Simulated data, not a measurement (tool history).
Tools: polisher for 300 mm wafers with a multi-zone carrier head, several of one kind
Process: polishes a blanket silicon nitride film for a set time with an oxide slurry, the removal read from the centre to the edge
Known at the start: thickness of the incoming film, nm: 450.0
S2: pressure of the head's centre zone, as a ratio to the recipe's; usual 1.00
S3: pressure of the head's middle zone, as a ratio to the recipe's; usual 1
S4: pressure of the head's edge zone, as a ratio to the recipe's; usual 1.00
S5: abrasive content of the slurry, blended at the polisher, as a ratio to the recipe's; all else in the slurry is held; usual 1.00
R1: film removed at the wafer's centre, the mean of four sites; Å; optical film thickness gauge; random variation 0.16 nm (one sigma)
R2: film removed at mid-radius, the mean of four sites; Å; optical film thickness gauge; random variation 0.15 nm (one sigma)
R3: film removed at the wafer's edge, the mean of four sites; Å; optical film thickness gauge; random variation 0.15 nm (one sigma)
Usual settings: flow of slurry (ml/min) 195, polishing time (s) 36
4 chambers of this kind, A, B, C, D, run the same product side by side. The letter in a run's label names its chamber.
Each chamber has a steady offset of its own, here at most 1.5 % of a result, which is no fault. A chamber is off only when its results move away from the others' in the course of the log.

-- day=0.121 chamber C: worn pad replaced by a new one
run 1A day=0.412 | flow_of_slurry_(ml/min)=195 S2=1.00 S3=1 S4=1.00 S5=1.00 polishing_time_(s)=36 | R1=180.77 R2=178.23 R3=176.72
run 2D day=1.071 | flow_of_slurry_(ml/min)=195 S2=1.00 S3=1 S4=1.00 S5=1.00 polishing_time_(s)=36 | R1=176.75 R2=177.20 R3=181.22
-- day=1.383 chamber C: slurry nozzle cleaned
run 3C day=1.675 | flow_of_slurry_(ml/min)=195 S2=1.00 S3=1 S4=1.00 S5=1.00 polishing_time_(s)=36 | R1=180.16 R2=179.50 R3=175.13
-- day=2.171 chamber B: worn pad replaced by a new one
run 4B day=2.275 | flow_of_slurry_(ml/min)=195 S2=1.00 S3=1 S4=1.00 S5=1.00 polishing_time_(s)=36 | R1=178.95 R2=174.74 R3=180.54
-- day=2.450 chamber D: worn pad replaced by a new one
run 5A day=2.679 | flow_of_slurry_(ml/min)=240 S2=1.00 S3=1 S4=0.94 S5=1.00 polishing_time_(s)=36 | R1=179.73 R2=184.12 R3=176.09
-- day=2.725 chamber C: worn pad replaced by a new one
-- day=2.779 chamber A: worn pad replaced by a new one
run 6B day=3.196 | flow_of_slurry_(ml/min)=240 S2=1.00 S3=1 S4=0.94 S5=1.00 polishing_time_(s)=36 | R1=183.23 R2=183.83 R3=177.85
-- day=3.417 chamber D: slurry nozzle cleaned
run 7D day=3.683 | flow_of_slurry_(ml/min)=240 S2=1.00 S3=1 S4=0.94 S5=1.00 polishing_time_(s)=36 | R1=180.98 R2=182.35 R3=181.01
run 8C day=4.208 | flow_of_slurry_(ml/min)=240 S2=1.00 S3=1 S4=0.94 S5=1.00 polishing_time_(s)=36 | R1=182.75 R2=184.90 R3=176.97
run 9A day=4.738 | flow_of_slurry_(ml/min)=195 S2=1.00 S3=1 S4=1.00 S5=1.00 polishing_time_(s)=36 | R1=180.90 R2=177.29 R3=175.01
-- day=5.217 chamber B: worn pad replaced by a new one
-- day=5.296 chamber A: slurry nozzle cleaned
run 10D day=5.342 | flow_of_slurry_(ml/min)=195 S2=1.00 S3=1 S4=1.00 S5=1.00 polishing_time_(s)=36 | R1=175.01 R2=175.64 R3=177.88
-- day=5.346 chamber C: worn pad replaced by a new one
-- day=5.571 chamber D: worn pad replaced by a new one
-- day=5.583 chamber C: edge zone pressure recalibrated
run 11C day=5.888 | flow_of_slurry_(ml/min)=195 S2=1.00 S3=1 S4=1.00 S5=1.00 polishing_time_(s)=36 | R1=177.29 R2=176.87 R3=175.36
-- day=6.200 chamber A: worn pad replaced by a new one
run 12B day=6.446 | flow_of_slurry_(ml/min)=195 S2=1.00 S3=1 S4=1.00 S5=1.20 polishing_time_(s)=36 | R1=192.21 R2=192.86 R3=194.06
run 13B day=6.912 | flow_of_slurry_(ml/min)=195 S2=1.00 S3=1 S4=1.00 S5=1.20 polishing_time_(s)=36 | R1=191.17 R2=193.13 R3=195.01
run 14D day=7.550 | flow_of_slurry_(ml/min)=195 S2=1.00 S3=1 S4=1.00 S5=1.20 polishing_time_(s)=36 | R1=193.55 R2=193.57 R3=194.95
run 15C day=8.075 | flow_of_slurry_(ml/min)=195 S2=1.00 S3=1 S4=1.00 S5=1.20 polishing_time_(s)=36 | R1=193.61 R2=193.53 R3=191.38
-- day=8.096 chamber C: worn pad replaced by a new one
-- day=8.325 chamber D: worn pad replaced by a new one
-- day=8.350 chamber B: worn pad replaced by a new one
run 16A day=8.671 | flow_of_slurry_(ml/min)=195 S2=1.11 S3=1 S4=1.00 S5=1.15 polishing_time_(s)=36 | R1=210.59 R2=188.06 R3=187.45
run 17B day=9.283 | flow_of_slurry_(ml/min)=195 S2=1.11 S3=1 S4=1.00 S5=1.15 polishing_time_(s)=36 | R1=205.67 R2=185.44 R3=187.30
-- day=9.367 chamber A: worn pad replaced by a new one
run 18A day=9.708 | flow_of_slurry_(ml/min)=195 S2=1.11 S3=1 S4=1.00 S5=1.15 polishing_time_(s)=36 | R1=212.08 R2=188.94 R3=189.85
run 19C day=10.004 | flow_of_slurry_(ml/min)=195 S2=1.11 S3=1 S4=1.00 S5=1.15 polishing_time_(s)=36 | R1=215.37 R2=188.88 R3=188.36
-- day=10.412 chamber C: slurry nozzle cleaned
run 20D day=10.608 | flow_of_slurry_(ml/min)=195 S2=1.00 S3=1 S4=1.00 S5=1.00 polishing_time_(s)=36 | R1=175.70 R2=181.70 R3=180.99
-- day=10.642 chamber D: edge zone pressure recalibrated
-- day=10.738 chamber C: worn pad replaced by a new one
-- day=10.971 chamber D: worn pad replaced by a new one
run 21A day=11.000 | flow_of_slurry_(ml/min)=195 S2=1.00 S3=1 S4=1.00 S5=1.00 polishing_time_(s)=36 | R1=178.22 R2=179.48 R3=174.95
-- day=11.188 chamber B: worn pad replaced by a new one
run 22C day=11.454 | flow_of_slurry_(ml/min)=195 S2=1.06 S3=1 S4=1.00 S5=1.00 polishing_time_(s)=36 | R1=192.21 R2=178.88 R3=176.69
run 23D day=11.838 | flow_of_slurry_(ml/min)=195 S2=1.06 S3=1 S4=1.00 S5=1.00 polishing_time_(s)=36 | R1=188.00 R2=179.47 R3=180.49
-- day=12.233 chamber C: centre zone pressure recalibrated
run 24B day=12.421 | flow_of_slurry_(ml/min)=195 S2=1.06 S3=1 S4=1.00 S5=1.00 polishing_time_(s)=36 | R1=175.78 R2=166.73 R3=172.04
run 25D day=12.858 | flow_of_slurry_(ml/min)=195 S2=1.06 S3=1 S4=1.00 S5=1.00 polishing_time_(s)=36 | R1=187.44 R2=175.44 R3=180.56
-- day=12.904 chamber A: worn pad replaced by a new one
run 26A day=13.250 | flow_of_slurry_(ml/min)=195 S2=1.00 S3=1 S4=1.00 S5=1.00 polishing_time_(s)=36 | R1=178.09 R2=177.33 R3=178.67
run 27B day=13.604 | flow_of_slurry_(ml/min)=195 S2=1.00 S3=1 S4=1.00 S5=1.00 polishing_time_(s)=36 | R1=165.13 R2=167.41 R3=169.07
-- day=13.954 chamber C: worn pad replaced by a new one
-- day=14.125 chamber D: worn pad replaced by a new one
run 28C day=14.217 | flow_of_slurry_(ml/min)=195 S2=0.95 S3=1 S4=1.00 S5=1.00 polishing_time_(s)=36 | R1=164.84 R2=178.01 R3=177.86
run 29D day=14.858 | flow_of_slurry_(ml/min)=195 S2=0.95 S3=1 S4=1.00 S5=1.00 polishing_time_(s)=36 | R1=170.95 R2=177.74 R3=181.38

Next, every chamber runs the same settings. What will each give?
run 30A day=15.333 | flow_of_slurry_(ml/min)=195 S2=1.00 S3=1 S4=1.00 S5=1.00 polishing_time_(s)=36 | R1=? R2=? R3=?
run 30B day=15.333 | flow_of_slurry_(ml/min)=195 S2=1.00 S3=1 S4=1.00 S5=1.00 polishing_time_(s)=36 | R1=? R2=? R3=?
run 30C day=15.333 | flow_of_slurry_(ml/min)=195 S2=1.00 S3=1 S4=1.00 S5=1.00 polishing_time_(s)=36 | R1=? R2=? R3=?
run 30D day=15.333 | flow_of_slurry_(ml/min)=195 S2=1.00 S3=1 S4=1.00 S5=1.00 polishing_time_(s)=36 | R1=? R2=? R3=?

run=30A R1=174.29 R2=177.73 R3=177.01
run=30B R1=158.66 R2=163.77 R3=169.68
run=30C R1=179.53 R2=176.70 R3=175.57
run=30D R1=178.31 R2=175.52 R3=180.95
